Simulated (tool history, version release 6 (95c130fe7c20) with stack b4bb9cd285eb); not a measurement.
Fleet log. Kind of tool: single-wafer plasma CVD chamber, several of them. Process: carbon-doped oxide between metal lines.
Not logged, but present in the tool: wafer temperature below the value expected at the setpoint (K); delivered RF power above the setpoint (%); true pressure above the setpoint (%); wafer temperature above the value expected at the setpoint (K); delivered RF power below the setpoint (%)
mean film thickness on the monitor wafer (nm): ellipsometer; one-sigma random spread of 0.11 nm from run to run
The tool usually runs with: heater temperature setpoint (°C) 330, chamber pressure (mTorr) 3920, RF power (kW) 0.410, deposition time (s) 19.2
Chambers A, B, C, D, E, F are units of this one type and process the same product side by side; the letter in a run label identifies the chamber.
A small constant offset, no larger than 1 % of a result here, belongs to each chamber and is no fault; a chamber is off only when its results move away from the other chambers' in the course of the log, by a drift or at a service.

| run | day | heater temperature setpoint (°C) | chamber pressure (mTorr) | RF power (kW) | deposition time (s) | hours since the last thermocouple change | hours since the last RF generator calibration | hours since the last manometer calibration | read-back reference wafer on the same gauge, thickness_nm | mean film thickness on the monitor wafer (nm) |
|---|---|---|---|---|---|---|---|---|---|---|
| 1D | 0.325 | 330 | 3920 | 0.410 | 19.2 | 1902.2 | 898.2 | 2075.4 | 86.496 | 89.130 |
|  | 0.450 | chamber B: thermocouple changed; heater temperature recalibrated |
| 2B | 0.679 | 330 | 3920 | 0.410 | 19.2 | 5.5 | 725.1 | 1053.3 | 86.504 | 88.975 |
| 3C | 1.325 | 330 | 3920 | 0.410 | 19.2 | 461.5 | 1296.8 | 352.2 | 86.447 | 87.918 |
|  | 1.333 | chamber C: RF generator calibrated |
|  | 1.662 | chamber F: RF generator calibrated |
| 4F | 1.788 | 330 | 3920 | 0.410 | 19.2 | 3005.0 | 3.1 | 1434.7 | 86.450 | 89.290 |
|  | 1.954 | chamber A: capacitance manometer re-zeroed and calibrated |
| 5A | 2.112 | 330 | 3920 | 0.410 | 19.2 | 1326.2 | 102.6 | 3.8 | 86.447 | 89.554 |
| 6E | 2.717 | 330 | 3920 | 0.410 | 19.2 | 785.5 | 565.0 | 286.4 | 86.448 | 88.125 |
| 7A | 3.350 | 330 | 4650 | 0.410 | 19.2 | 1355.9 | 132.3 | 33.5 | 86.414 | 91.359 |
| 8B | 3.817 | 330 | 4650 | 0.410 | 19.2 | 80.8 | 800.4 | 1128.6 | 86.457 | 90.788 |
| 9F | 4.229 | 330 | 4650 | 0.410 | 19.2 | 3063.6 | 61.7 | 1493.3 | 86.394 | 91.346 |
| 10D | 4.812 | 330 | 4650 | 0.410 | 19.2 | 2009.9 | 1005.9 | 2183.1 | 86.376 | 91.198 |
| 11C | 5.446 | 330 | 4650 | 0.410 | 19.2 | 560.4 | 98.8 | 451.1 | 86.379 | 90.104 |
|  | 5.983 | chamber F: thermocouple changed; heater temperature recalibrated |
| 12E | 6.083 | 330 | 4650 | 0.410 | 19.2 | 866.3 | 645.8 | 367.2 | 86.389 | 90.115 |
| 13A | 6.738 | 330 | 3920 | 0.410 | 19.2 | 1437.2 | 213.6 | 114.8 | 86.357 | 89.409 |
| 14D | 7.092 | 330 | 3920 | 0.410 | 17.1 | 2064.6 | 1060.6 | 2237.8 | 86.355 | 79.300 |
| 15B | 7.429 | 330 | 3920 | 0.410 | 17.1 | 167.5 | 887.1 | 1215.3 | 86.358 | 79.037 |
| 16C | 7.846 | 330 | 3920 | 0.410 | 17.1 | 618.0 | 156.4 | 508.7 | 86.350 | 78.536 |
| 17F | 8.262 | 330 | 3920 | 0.410 | 17.1 | 54.8 | 158.5 | 1590.1 | 86.342 | 79.606 |
| 18E | 8.796 | 330 | 3920 | 0.410 | 17.1 | 931.4 | 710.9 | 432.3 | 86.325 | 78.568 |
| 19B | 9.417 | 330 | 3920 | 0.410 | 17.1 | 215.2 | 934.8 | 1263.0 | 86.286 | 79.253 |
| 20A | 10.062 | 330 | 3920 | 0.410 | 19.2 | 1517.0 | 293.4 | 194.6 | 86.291 | 89.582 |
| 21C | 10.538 | 330 | 3920 | 0.410 | 19.2 | 682.6 | 221.0 | 573.3 | 86.257 | 88.109 |
| 22D | 10.871 | 330 | 3920 | 0.410 | 19.2 | 2155.3 | 1151.3 | 2328.5 | 86.291 | 88.917 |
| 23F | 11.429 | 330 | 3920 | 0.410 | 19.2 | 130.8 | 234.5 | 1666.1 | 86.251 | 89.071 |
| 24E | 11.854 | 330 | 3920 | 0.410 | 19.2 | 1004.8 | 784.3 | 505.7 | 86.252 | 88.167 |
|  | 12.150 | chamber E: RF generator calibrated |
| 25D | 12.358 | 330 | 3920 | 0.410 | 19.2 | 2191.0 | 1187.0 | 2364.2 | 86.222 | 88.933 |
| 26C | 12.917 | 330 | 3920 | 0.410 | 19.2 | 739.7 | 278.1 | 630.4 | 86.253 | 87.660 |
| 27E | 13.438 | 330 | 3920 | 0.410 | 19.2 | 1042.8 | 31.0 | 543.7 | 86.207 | 88.000 |
| 28A | 13.808 | 330 | 3920 | 0.465 | 19.2 | 1606.9 | 383.3 | 284.5 | 86.215 | 97.861 |
| 29B | 14.342 | 330 | 3920 | 0.465 | 19.2 | 333.4 | 1053.0 | 1381.2 | 86.212 | 96.985 |
| 30F | 14.854 | 330 | 3920 | 0.465 | 19.2 | 213.0 | 316.7 | 1748.3 | 86.189 | 97.577 |
| 31E | 15.438 | 330 | 3920 | 0.465 | 19.2 | 1090.8 | 79.0 | 591.7 | 86.201 | 96.360 |
| 32F | 15.962 | 330 | 3920 | 0.465 | 19.2 | 239.6 | 343.3 | 1774.9 | 86.160 | 97.599 |
|  | 16.025 | chamber F: capacitance manometer re-zeroed and calibrated |
| 33B | 16.379 | 330 | 3920 | 0.465 | 19.2 | 382.3 | 1101.9 | 1430.1 | 86.171 | 96.957 |
| 34C | 16.721 | 330 | 3920 | 0.410 | 19.2 | 831.0 | 369.4 | 721.7 | 86.186 | 87.692 |
| 35A | 17.117 | 330 | 3920 | 0.410 | 19.2 | 1686.3 | 462.7 | 363.9 | 86.173 | 89.121 |
| 36D | 17.550 | 330 | 3920 | 0.410 | 19.2 | 2315.6 | 1311.6 | 2488.8 | 86.122 | 88.954 |
| 37D | 17.904 | 330 | 3920 | 0.410 | 22.2 | 2324.1 | 1320.1 | 2497.3 | 86.133 | 102.390 |
| 38E | 18.275 | 330 | 3920 | 0.410 | 22.2 | 1158.9 | 147.1 | 659.8 | 86.147 | 101.140 |
|  | 18.458 | chamber B: RF generator calibrated |
| 39F | 18.879 | 330 | 3920 | 0.410 | 22.2 | 309.6 | 413.3 | 68.5 | 86.098 | 102.580 |
| 40C | 19.408 | 330 | 3920 | 0.410 | 22.2 | 895.5 | 433.9 | 786.2 | 86.085 | 101.020 |
| 41A | 20.054 | 330 | 3920 | 0.410 | 22.2 | 1756.8 | 533.2 | 434.4 | 86.082 | 102.750 |
| 42B | 20.558 | 330 | 3920 | 0.410 | 22.2 | 482.6 | 50.5 | 1530.4 | 86.082 | 102.070 |
| 43A | 21.067 | 330 | 3920 | 0.410 | 19.2 | 1781.1 | 557.5 | 458.7 | 86.032 | 89.207 |
| 44E | 21.483 | 330 | 3920 | 0.410 | 19.2 | 1235.9 | 224.1 | 736.8 | 86.035 | 87.818 |

Does one chamber stand apart from the rest, does the shared gauge drift, or is all well apart from small per-chamber offsets? Give the chamber and the most likely cause, where there is one.

The gauge drifts, so all chambers seem to drift together. No chamber is off.
Likeliest cause: gauge reads low (%) = 0.519.

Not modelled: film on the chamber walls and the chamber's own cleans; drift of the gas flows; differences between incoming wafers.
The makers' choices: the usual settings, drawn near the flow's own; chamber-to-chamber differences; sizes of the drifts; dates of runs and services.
